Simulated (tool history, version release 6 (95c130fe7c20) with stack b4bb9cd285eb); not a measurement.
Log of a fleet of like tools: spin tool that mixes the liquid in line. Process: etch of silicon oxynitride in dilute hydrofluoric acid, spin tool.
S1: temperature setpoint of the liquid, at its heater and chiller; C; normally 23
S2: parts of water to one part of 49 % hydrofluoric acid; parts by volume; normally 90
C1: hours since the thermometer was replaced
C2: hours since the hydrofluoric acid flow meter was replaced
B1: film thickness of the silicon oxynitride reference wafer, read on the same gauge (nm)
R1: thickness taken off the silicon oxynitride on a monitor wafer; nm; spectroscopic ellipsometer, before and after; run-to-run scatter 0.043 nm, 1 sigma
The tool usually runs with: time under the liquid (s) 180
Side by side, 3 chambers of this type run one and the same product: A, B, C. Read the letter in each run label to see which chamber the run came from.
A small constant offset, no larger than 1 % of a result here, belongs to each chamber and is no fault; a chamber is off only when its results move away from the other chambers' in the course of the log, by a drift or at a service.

Run 1B, hour 8: usual settings; C1 209.4; C2 96.5; B1 30.006. Result: R1 5.6737 nm.
Run 2A, hour 12.6: usual settings; C1 847; C2 1030.6; B1 29.988. Result: R1 5.8226 nm.
Run 3C, hour 18.7: usual settings; C1 286.3; C2 1036.9; B1 29.989. Result: R1 5.8271 nm.
Run 4A, hour 24.5: usual settings; C1 858.9; C2 1042.5; B1 30.017. Result: R1 5.7934 nm.
Run 5B, hour 28.8: usual settings; C1 230.2; C2 117.3; B1 30.007. Result: R1 5.7432 nm.
Run 6C, hour 36.6: usual settings; C1 304.2; C2 1054.8; B1 29.972. Result: R1 5.862 nm.
Run 7B, hour 43.3: usual settings; C1 244.7; C2 131.8; B1 30.015. Result: R1 5.705 nm.
Run 8A, hour 49.7: usual settings; C1 884.1; C2 1067.7; B1 30.007. Result: R1 5.7477 nm.
Run 9C, hour 55.1: usual settings; C1 322.7; C2 1073.3; B1 29.995. Result: R1 5.8073 nm.
Run 10A, hour 59.8: usual settings; C1 894.2; C2 1077.8; B1 30.006. Result: R1 5.7742 nm.
Run 11C, hour 68.3: usual settings; C1 335.9; C2 1086.5; B1 29.986. Result: R1 5.8153 nm.
Run 12B, hour 76.6: usual settings; C1 278; C2 165.1; B1 29.965. Result: R1 5.7415 nm.
Run 13A, hour 81.3: usual settings; C1 915.7; C2 1099.3; B1 30.026. Result: R1 5.7223 nm.
Run 14C, hour 87.3: usual settings; C1 354.9; C2 1105.5; B1 29.986. Result: R1 5.7234 nm.
Run 15B, hour 93.4: usual settings; C1 294.8; C2 181.9; B1 29.974. Result: R1 5.7035 nm.
Run 16B, hour 98.2: usual settings but S2 110 parts by volume; C1 299.6; C2 186.7; B1 30.008. Result: R1 4.6463 nm.
Run 17C, hour 106.7: usual settings but S2 110 parts by volume; C1 374.3; C2 1124.9; B1 29.989. Result: R1 4.6912 nm.
Run 18A, hour 113: usual settings but S2 110 parts by volume; C1 947.4; C2 1131; B1 30. Result: R1 4.6254 nm.
Run 19B, hour 121.7: usual settings; C1 323.1; C2 210.2; B1 29.987. Result: R1 5.6397 nm.
Run 20A, hour 127.7: usual settings; C1 962.1; C2 1145.7; B1 30.03. Result: R1 5.7872 nm.
Run 21C, hour 136.2: usual settings; C1 403.8; C2 1154.4; B1 30.007. Result: R1 5.8284 nm.
Run 22C, hour 143.4: usual settings but S1 27.5 C, S2 50 parts by volume; C1 411; C2 1161.6; B1 29.993. Result: R1 13.09 nm.
Run 23B, hour 150.7: usual settings but S1 27.5 C, S2 50 parts by volume; C1 352.1; C2 239.2; B1 29.962. Result: R1 13.146 nm.
Run 24A, hour 155.1: usual settings but S1 27.5 C, S2 50 parts by volume; C1 989.5; C2 1173.1; B1 29.997. Result: R1 13.187 nm.
Run 25A, hour 160.5: usual settings; C1 994.9; C2 1178.5; B1 29.991. Result: R1 5.7483 nm.
Run 26C, hour 164.3: usual settings; C1 431.9; C2 1182.5; B1 30.053. Result: R1 5.8193 nm.
Run 27B, hour 169.4: usual settings; C1 370.8; C2 257.9; B1 30.014. Result: R1 5.6954 nm.
Run 28B, hour 174.7: usual settings; C1 376.1; C2 263.2; B1 30.003. Result: R1 5.6985 nm.
Run 29A, hour 180.2: usual settings; C1 1014.6; C2 1198.2; B1 30.052. Result: R1 5.858 nm.
Run 30C, hour 184.4: usual settings; C1 452; C2 1202.6; B1 29.993. Result: R1 5.8231 nm.
Run 31A, hour 190.9: usual settings; C1 1025.3; C2 1208.9; B1 29.991. Result: R1 5.7821 nm.
Run 32C, hour 195.8: usual settings; C1 463.4; C2 1214; B1 29.952. Result: R1 5.7484 nm.
Run 33B, hour 202.7: usual settings; C1 404.1; C2 291.2; B1 29.99. Result: R1 5.639 nm.

Read the log: is a single chamber off, either drifting away or since a service, is the gauge that measures every chamber drifting, or is nothing wrong beyond small per-chamber offsets? Name any odd chamber and what most likely caused it.

All chambers stay in line apart from their small fixed offsets, and the gauge does not drift.
